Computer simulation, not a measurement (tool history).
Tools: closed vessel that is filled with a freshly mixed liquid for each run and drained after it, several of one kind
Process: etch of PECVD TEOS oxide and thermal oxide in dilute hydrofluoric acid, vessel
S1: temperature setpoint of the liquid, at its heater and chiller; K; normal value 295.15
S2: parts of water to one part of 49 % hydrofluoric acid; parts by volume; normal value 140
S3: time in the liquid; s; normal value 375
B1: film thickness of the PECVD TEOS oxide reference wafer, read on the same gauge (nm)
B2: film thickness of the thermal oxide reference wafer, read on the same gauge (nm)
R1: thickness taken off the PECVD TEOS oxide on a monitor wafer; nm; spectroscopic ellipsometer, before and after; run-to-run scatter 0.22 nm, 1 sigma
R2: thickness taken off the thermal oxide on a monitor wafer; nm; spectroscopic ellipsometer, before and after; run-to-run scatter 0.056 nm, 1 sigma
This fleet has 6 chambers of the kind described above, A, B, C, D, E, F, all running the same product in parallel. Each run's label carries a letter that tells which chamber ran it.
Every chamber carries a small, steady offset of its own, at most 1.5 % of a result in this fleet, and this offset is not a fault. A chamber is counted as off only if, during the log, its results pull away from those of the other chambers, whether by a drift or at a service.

run   hour      S1   S2   S3       B1      B2      R1       R2
 1E    6.0  295.15  140  375  100.000  130.02  21.866  11.4800
       6.1  -- chamber A: hydrofluoric acid flow meter replaced
      10.0  -- chamber F: thermometer replaced
 2C   10.9  295.15  140  375   99.999  130.00  22.157  11.3040
 3B   14.4  295.15  140  375  100.030  129.98  22.228  11.5210
 4A   20.7  295.15  140  375   99.987  129.96  22.365  11.4500
 5F   27.2  295.15  140  375  100.010  130.04  22.514  11.3620
 6D   33.4  295.15  140  375   99.968  130.00  22.169  11.3150
 7F   37.1  295.15   85  375   99.992  130.02  39.279  20.1340
      41.3  -- chamber D: thermometer replaced
 8C   42.4  295.15   85  375   99.995  129.98  39.317  20.3200
 9E   45.9  295.15   85  375   99.993  129.98  38.546  20.0060
10D   50.4  295.15   85  375  100.010  130.01  38.971  19.6840
11B   55.2  295.15   85  375   99.999  130.02  39.037  20.1480
      58.6  -- chamber E: hydrofluoric acid flow meter replaced
12A   59.6  295.15   85  375   99.972  130.02  39.360  19.9100
13D   66.2  295.15  140  375   99.987  130.04  22.324  11.3630
14E   71.5  295.15  140  375  100.010  130.03  21.923  11.4580
15C   76.4  295.15  180  375  100.010  130.00  16.214   8.4289
16B   80.1  295.15  180  375  100.010  129.99  16.767   8.5780
17A   84.1  295.15  180  375  100.020  130.03  16.804   8.3740
18F   87.9  295.15  180  375  100.000  129.97  16.420   8.3939
19E   91.2  295.15  180  375  100.000  130.02  16.254   8.5505
20D   95.0  295.15  180  375   99.996  129.97  16.960   8.4227
21A   98.8  295.15  140  375   99.993  130.00  22.569  11.3880
22C  105.4  295.15   75  505  100.010  129.96  61.129  31.0680
23F  112.1  295.15   75  505   99.995  130.05  61.379  31.3120
24B  117.0  295.15   75  505  100.020  130.01  60.439  30.9740
25E  123.3  295.15   75  505  100.020  130.00  59.329  31.0410
26D  129.5  295.15   75  505   99.996  130.03  60.666  30.7460
27F  133.7  295.15   75  505  100.010  130.01  60.490  31.1000
28C  139.3  295.15  195  375   99.976  130.01  15.009   7.6214
29B  143.3  295.15  195  375   99.998  130.04  15.113   7.8445
30A  147.6  295.15  195  375  100.030  130.00  15.312   7.6769
31D  152.1  295.15  195  375   99.996  129.98  15.316   7.6602
32B  156.5  295.15  195  375  100.010  129.98  15.295   7.8519
33A  159.6  295.15  195  375   99.991  129.98  15.248   7.7122
34C  163.8  291.15  110  375  100.020  129.95  25.115  12.7600
35E  169.6  291.15  110  375  100.000  129.98  24.756  12.7400
36F  172.7  291.15  110  375  100.000  130.01  24.882  12.6720
37C  177.5  291.15  110  375   99.997  130.01  24.867  12.7940
38D  181.7  291.15  110  375   99.977  129.96  24.981  12.5570

Read the log: is a single chamber off, either drifting away or since a service, is the gauge that measures every chamber drifting, or is nothing wrong beyond small per-chamber offsets? Name any odd chamber and what most likely caused it.

The fleet is healthy, with each chamber sitting at its usual small offset and no drift in the gauge.

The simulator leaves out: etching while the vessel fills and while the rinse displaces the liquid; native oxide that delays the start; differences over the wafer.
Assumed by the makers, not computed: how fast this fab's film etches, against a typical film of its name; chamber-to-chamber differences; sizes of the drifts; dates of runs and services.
